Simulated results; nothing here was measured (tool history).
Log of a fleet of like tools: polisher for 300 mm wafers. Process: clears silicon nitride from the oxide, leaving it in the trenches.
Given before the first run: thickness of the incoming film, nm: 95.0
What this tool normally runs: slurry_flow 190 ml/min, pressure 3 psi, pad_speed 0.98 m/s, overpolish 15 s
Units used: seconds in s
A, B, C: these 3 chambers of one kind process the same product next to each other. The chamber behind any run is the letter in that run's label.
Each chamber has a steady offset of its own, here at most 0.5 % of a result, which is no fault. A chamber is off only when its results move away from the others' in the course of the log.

| run | hour | slurry_flow | pressure | pad_speed | overpolish | seconds |
|---|---|---|---|---|---|---|
|  | 7.8 | chamber A: worn pad replaced by a new one |
| 1A | 8.9 | 190 | 3 | 0.98 | 15 | 87.166 |
| 2C | 17.8 | 190 | 3 | 0.98 | 15 | 86.713 |
|  | 22.2 | chamber B: worn pad replaced by a new one |
| 3B | 32.1 | 190 | 3 | 0.98 | 15 | 87.017 |
|  | 40.9 | chamber C: worn pad replaced by a new one |
| 4B | 45.3 | 190 | 3 | 0.98 | 15 | 87.629 |
| 5C | 57.8 | 190 | 3 | 0.98 | 15 | 87.515 |
| 6A | 65.2 | 190 | 3 | 0.98 | 15 | 87.586 |
| 7C | 78.0 | 190 | 3 | 0.98 | 15 | 86.512 |
| 8A | 85.0 | 190 | 3 | 0.98 | 15 | 87.308 |
| 9B | 92.4 | 190 | 3 | 0.98 | 15 | 87.829 |
|  | 93.5 | chamber A: worn pad replaced by a new one |
|  | 94.6 | chamber A: slurry nozzle cleaned |
| 10B | 103.1 | 190 | 3 | 0.98 | 15 | 87.479 |
| 11C | 109.9 | 190 | 3 | 0.98 | 15 | 86.678 |
| 12A | 122.7 | 150 | 3 | 0.98 | 15 | 91.013 |
| 13A | 132.6 | 150 | 3 | 0.98 | 15 | 91.144 |
| 14B | 147.0 | 150 | 3 | 0.98 | 15 | 90.163 |
|  | 152.7 | chamber A: head pressure recalibrated |
|  | 155.7 | chamber C: worn pad replaced by a new one |
|  | 158.8 | chamber B: worn pad replaced by a new one |
| 15C | 159.9 | 190 | 3 | 0.98 | 15 | 85.688 |
| 16B | 170.6 | 190 | 3 | 0.98 | 15 | 87.608 |
| 17C | 179.4 | 190 | 3 | 0.98 | 15 | 87.550 |
|  | 185.8 | chamber A: worn pad replaced by a new one |
| 18A | 188.6 | 190 | 3 | 0.98 | 15 | 95.052 |
| 19B | 196.3 | 190 | 3 | 0.98 | 15 | 87.288 |
| 20A | 202.8 | 190 | 3 | 0.98 | 15 | 95.719 |
| 21C | 212.1 | 190 | 3 | 0.98 | 15 | 86.515 |
| 22B | 219.1 | 190 | 3 | 0.98 | 15 | 86.440 |
| 23C | 233.0 | 190 | 3 | 0.98 | 15 | 86.720 |
| 24A | 246.0 | 190 | 3 | 0.98 | 15 | 96.876 |
| 25C | 258.7 | 190 | 3 | 0.98 | 15 | 86.009 |
|  | 261.6 | chamber A: worn pad replaced by a new one |
| 26B | 269.5 | 190 | 3 | 0.98 | 15 | 87.219 |
|  | 273.7 | chamber C: worn pad replaced by a new one |
| 27A | 283.6 | 190 | 3 | 0.98 | 15 | 94.957 |
|  | 289.7 | chamber B: worn pad replaced by a new one |
| 28B | 294.3 | 190 | 3 | 0.98 | 15 | 88.450 |
| 29A | 301.2 | 190 | 3 | 0.98 | 15 | 96.134 |
| 30C | 315.0 | 190 | 3 | 0.98 | 15 | 87.396 |
| 31B | 328.5 | 190 | 3 | 0.98 | 15 | 86.004 |
|  | 334.5 | chamber A: worn pad replaced by a new one |
| 32A | 338.0 | 190 | 3 | 0.98 | 15 | 96.904 |
| 33C | 345.5 | 190 | 3 | 0.98 | 15 | 87.788 |
| 34B | 352.4 | 190 | 3 | 0.98 | 15 | 88.059 |

All chambers now run identical settings, listed one chamber a line with results as question marks. What results will each chamber show?
| 35A | 362.8 | 190 | 3 | 0.98 | 15 | ? |
| 35B | 362.8 | 190 | 3 | 0.98 | 15 | ? |
| 35C | 362.8 | 190 | 3 | 0.98 | 15 | ? |

| run | seconds |
|---|---|
| 35A | 98.266 |
| 35B | 87.302 |
| 35C | 87.466 |
